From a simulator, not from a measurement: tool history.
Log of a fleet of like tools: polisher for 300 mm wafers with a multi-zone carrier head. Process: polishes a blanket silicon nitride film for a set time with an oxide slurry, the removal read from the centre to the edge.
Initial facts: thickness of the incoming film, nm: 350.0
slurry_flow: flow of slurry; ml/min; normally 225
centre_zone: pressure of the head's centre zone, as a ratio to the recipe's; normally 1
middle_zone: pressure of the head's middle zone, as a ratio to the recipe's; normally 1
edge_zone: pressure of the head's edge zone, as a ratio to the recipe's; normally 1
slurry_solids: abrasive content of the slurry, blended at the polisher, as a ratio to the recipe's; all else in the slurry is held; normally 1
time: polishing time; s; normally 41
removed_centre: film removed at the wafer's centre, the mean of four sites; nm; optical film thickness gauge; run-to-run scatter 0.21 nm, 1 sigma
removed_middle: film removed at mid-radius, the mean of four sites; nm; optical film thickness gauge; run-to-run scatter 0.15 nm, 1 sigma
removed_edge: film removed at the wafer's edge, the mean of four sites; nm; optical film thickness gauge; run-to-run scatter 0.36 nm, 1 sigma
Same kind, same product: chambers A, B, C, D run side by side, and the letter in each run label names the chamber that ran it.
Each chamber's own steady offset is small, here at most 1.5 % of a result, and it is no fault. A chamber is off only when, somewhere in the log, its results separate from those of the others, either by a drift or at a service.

At hour 0.4: chamber A: worn pad replaced by a new one.
At hour 9.4: chamber C: centre zone pressure recalibrated.
Run 1B, hour 9.7: usual settings. Result: removed_centre 24.669 nm, removed_middle 24.231 nm, removed_edge 24.101 nm.
Run 2D, hour 16.8: usual settings. Result: removed_centre 24.116 nm, removed_middle 24.54 nm, removed_edge 24.702 nm.
Run 3C, hour 27.8: usual settings. Result: removed_centre 24.37 nm, removed_middle 24.312 nm, removed_edge 24.764 nm.
Run 4A, hour 39.2: usual settings. Result: removed_centre 23.545 nm, removed_middle 24.229 nm, removed_edge 24.245 nm.
Run 5A, hour 49.6: usual settings but middle_zone 1.04, time 52 s. Result: removed_centre 30.591 nm, removed_middle 31.884 nm, removed_edge 31.351 nm.
Run 6B, hour 57.1: usual settings but middle_zone 1.04, time 52 s. Result: removed_centre 31.072 nm, removed_middle 31.701 nm, removed_edge 30.285 nm.
Run 7D, hour 69.1: usual settings but middle_zone 1.04, time 52 s. Result: removed_centre 30.806 nm, removed_middle 32.386 nm, removed_edge 30.724 nm.
Run 8C, hour 75.2: usual settings but middle_zone 1.04, time 52 s. Result: removed_centre 31.092 nm, removed_middle 32.207 nm, removed_edge 31.013 nm.
At hour 79.9: chamber B: centre zone pressure recalibrated.
At hour 81.2: chamber D: slurry nozzle cleaned.
Run 9C, hour 81.2: usual settings. Result: removed_centre 24.421 nm, removed_middle 24.526 nm, removed_edge 24.055 nm.
Run 10B, hour 86.8: usual settings. Result: removed_centre 25.556 nm, removed_middle 24.206 nm, removed_edge 23.714 nm.
Run 11A, hour 92.3: usual settings but slurry_flow 295 ml/min, edge_zone 0.96. Result: removed_centre 25.013 nm, removed_middle 25.068 nm, removed_edge 23.927 nm.
At hour 100.3: chamber C: slurry nozzle cleaned.
Run 12D, hour 100.4: usual settings but slurry_flow 295 ml/min, edge_zone 0.96. Result: removed_centre 25.097 nm, removed_middle 25.193 nm, removed_edge 24.915 nm.
At hour 102: chamber A: worn pad replaced by a new one.
Run 13B, hour 111.7: usual settings but slurry_flow 295 ml/min, edge_zone 0.96. Result: removed_centre 26.388 nm, removed_middle 24.638 nm, removed_edge 24.66 nm.
At hour 115: chamber B: worn pad replaced by a new one.
Run 14C, hour 120.9: usual settings but slurry_flow 295 ml/min, edge_zone 0.96. Result: removed_centre 25.531 nm, removed_middle 25.033 nm, removed_edge 23.889 nm.
At hour 126.1: chamber C: worn pad replaced by a new one.
Run 15D, hour 126.4: usual settings but centre_zone 0.9, edge_zone 1.1. Result: removed_centre 21.466 nm, removed_middle 24.664 nm, removed_edge 26.123 nm.
Run 16A, hour 137: usual settings but centre_zone 0.9, edge_zone 1.1. Result: removed_centre 21.362 nm, removed_middle 24.212 nm, removed_edge 25.536 nm.
At hour 139.9: chamber D: worn pad replaced by a new one.
Run 17C, hour 148.8: usual settings but centre_zone 0.9, edge_zone 1.1. Result: removed_centre 21.826 nm, removed_middle 24.483 nm, removed_edge 25.222 nm.
Run 18B, hour 158.6: usual settings but centre_zone 0.9, edge_zone 1.1. Result: removed_centre 23.304 nm, removed_middle 24.303 nm, removed_edge 25.332 nm.
Run 19A, hour 164.3: usual settings but centre_zone 0.9, edge_zone 0.9. Result: removed_centre 21.244 nm, removed_middle 24.399 nm, removed_edge 23.097 nm.
At hour 172.1: chamber B: slurry nozzle cleaned.
Run 20D, hour 172.2: usual settings but centre_zone 0.9, edge_zone 0.9. Result: removed_centre 21.64 nm, removed_middle 24.69 nm, removed_edge 23.182 nm.
Run 21D, hour 178.5: usual settings but centre_zone 0.9, edge_zone 0.9. Result: removed_centre 21.314 nm, removed_middle 24.277 nm, removed_edge 22.539 nm.
At hour 184.2: chamber A: slurry nozzle cleaned.
Run 22C, hour 184.6: usual settings but centre_zone 0.9, edge_zone 0.9. Result: removed_centre 21.595 nm, removed_middle 24.336 nm, removed_edge 22.95 nm.
Run 23B, hour 194.6: usual settings. Result: removed_centre 25.88 nm, removed_middle 24.394 nm, removed_edge 24.767 nm.
Run 24A, hour 204.2: usual settings but slurry_flow 300 ml/min, centre_zone 0.89. Result: removed_centre 21.755 nm, removed_middle 25.366 nm, removed_edge 24.804 nm.
At hour 212: chamber A: worn pad replaced by a new one.
Run 25C, hour 216: usual settings but slurry_flow 300 ml/min, centre_zone 0.89. Result: removed_centre 22.547 nm, removed_middle 25.252 nm, removed_edge 25.274 nm.
Run 26B, hour 224.2: usual settings but slurry_flow 300 ml/min, centre_zone 0.89. Result: removed_centre 23.625 nm, removed_middle 24.537 nm, removed_edge 24.258 nm.
At hour 232: chamber A: centre zone pressure recalibrated.
Run 27D, hour 232.8: usual settings but slurry_flow 300 ml/min, centre_zone 0.89. Result: removed_centre 22.366 nm, removed_middle 25.437 nm, removed_edge 24.952 nm.
Run 28A, hour 243.2: usual settings but slurry_flow 295 ml/min, edge_zone 1.04. Result: removed_centre 24.741 nm, removed_middle 25.208 nm, removed_edge 24.962 nm.
At hour 244.4: chamber B: worn pad replaced by a new one.
Run 29B, hour 249.1: usual settings but slurry_flow 295 ml/min, edge_zone 1.04. Result: removed_centre 26.708 nm, removed_middle 25.215 nm, removed_edge 25.18 nm.

Decide between three cases: one chamber stands off from its peers, the gauge reading all wafers drifts, or nothing is wrong past each chamber's small offset. Where a chamber is off, say which and what most likely put it there.

A service left chamber B off against the others.
Cause: centre zone's pressure above its setpoint, % = 5.72.

Chamber B could run next with any of the 4 candidate recipes listed below; each alters the usual settings, and their results appear as question marks. Which one brings its results back in line with what the other chambers deliver on the usual settings?
In-line tolerance around the mean of the other chambers on the usual settings: removed_centre 0.74 nm; removed_middle 0.54 nm; removed_edge 1.3 nm
Run 30B-1, hour 257.8: usual settings but slurry_flow 215 ml/min, centre_zone 0.88, middle_zone 1.03, edge_zone 1.04. Result: removed_centre ?, removed_middle ?, removed_edge ?.
Run 30B-2, hour 257.8: usual settings but slurry_flow 220 ml/min, centre_zone 0.94, middle_zone 1.01, edge_zone 1.02. Result: removed_centre ?, removed_middle ?, removed_edge ?.
Run 30B-3, hour 257.8: usual settings but slurry_flow 230 ml/min, centre_zone 1.06, middle_zone 0.99, edge_zone 0.98. Result: removed_centre ?, removed_middle ?, removed_edge ?.
Run 30B-4, hour 257.8: usual settings but slurry_flow 235 ml/min, centre_zone 1.13, middle_zone 0.97, edge_zone 0.95. Result: removed_centre ?, removed_middle ?, removed_edge ?.

Mean of the other chambers on the usual settings: removed_centre 24.213 nm; removed_middle 24.454 nm; removed_edge 24.309 nm
  run  removed_centre  removed_middle  removed_edge
30B-1          22.327          24.726        24.709
30B-2          24.062          24.353        24.515
30B-3          27.556          24.033        24.111
30B-4          29.591          23.645        23.777
30B-2 puts the chamber back in line with the other chambers.
